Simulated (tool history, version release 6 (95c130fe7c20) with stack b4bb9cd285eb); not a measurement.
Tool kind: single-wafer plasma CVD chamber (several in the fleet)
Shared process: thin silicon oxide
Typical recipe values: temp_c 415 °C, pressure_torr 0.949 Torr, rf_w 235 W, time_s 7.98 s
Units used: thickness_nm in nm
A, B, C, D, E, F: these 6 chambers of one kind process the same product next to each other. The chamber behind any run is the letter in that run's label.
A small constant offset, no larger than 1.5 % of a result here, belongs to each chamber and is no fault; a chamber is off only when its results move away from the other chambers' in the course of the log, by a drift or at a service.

run	day	temp_c	pressure_torr	rf_w	time_s	read-back reference wafer on the same gauge, thickness_nm	thickness_nm
1C	0.279	415	0.949	235	7.98	13.705	14.979
2D	0.538	415	0.949	235	7.98	13.705	15.066
3B	0.792	415	0.949	235	7.98	13.712	15.096
4E	1.088	415	0.949	235	7.98	13.695	14.978
5F	1.371	415	0.949	235	7.98	13.706	15.17
6A	1.596	415	0.949	235	7.98	13.691	15.029
7A	1.912	401	0.949	235	7.29	13.7	13.908
8F	2.058	401	0.949	235	7.29	13.704	13.949
9D	2.342	401	0.949	235	7.29	13.713	13.969
10B	2.617	401	0.949	235	7.29	13.684	13.821
11E	2.871	401	0.949	235	7.29	13.683	13.735
12C	3.038	401	0.949	235	7.29	13.7	13.611
13E	3.296	415	0.949	235	7.98	13.684	15.078
14F	3.546	415	0.949	235	7.98	13.701	15.342
15A	3.725	415	0.949	235	7.98	13.707	14.877
16C	3.888	415	0.949	235	7.98	13.703	14.913
17D	4.117	415	0.949	235	7.98	13.71	15.04
18B	4.358	415	0.949	235	7.98	13.688	15.081
19B	4.646	415	0.949	235	7.98	13.693	15.179
20A	4.958	415	0.949	235	7.98	13.702	15.029
21E	5.171	415	0.949	235	7.98	13.709	15.064
22F	5.412	415	0.949	235	7.98	13.685	15.226
23C	5.662	415	0.949	235	7.98	13.688	14.947
24D	5.817	415	0.949	235	7.98	13.706	15.126
25A	6.121	415	0.949	235	7.98	13.695	15.105
26D	6.425	415	0.949	235	7.98	13.695	15.084
27F	6.712	415	0.949	235	7.98	13.698	15.15
28B	6.912	415	0.949	235	7.98	13.698	15.202
29C	7.15	415	0.949	235	7.98	13.715	14.981
# day 7.408: chamber D: capacitance manometer re-zeroed and calibrated
30E	7.421	415	0.949	235	7.98	13.714	15.023
31C	7.692	415	0.949	235	7.98	13.706	14.953
32B	7.912	415	0.949	235	7.98	13.724	15.322
33D	8.167	415	0.717	235	6.72	13.695	9.83
34E	8.383	415	0.717	235	6.72	13.709	9.8152
35A	8.621	415	0.717	235	6.72	13.709	9.8418
36F	8.9	415	0.717	235	6.72	13.721	9.8099
37F	9.117	415	0.717	235	6.72	13.691	9.8774

Is one chamber out of step, is the gauge drifting, or do the chambers differ by no more than their own small offsets? For an off chamber, give its letter and the likeliest cause.

Beyond each chamber's small constant offset nothing stands out, and the gauge stays steady.

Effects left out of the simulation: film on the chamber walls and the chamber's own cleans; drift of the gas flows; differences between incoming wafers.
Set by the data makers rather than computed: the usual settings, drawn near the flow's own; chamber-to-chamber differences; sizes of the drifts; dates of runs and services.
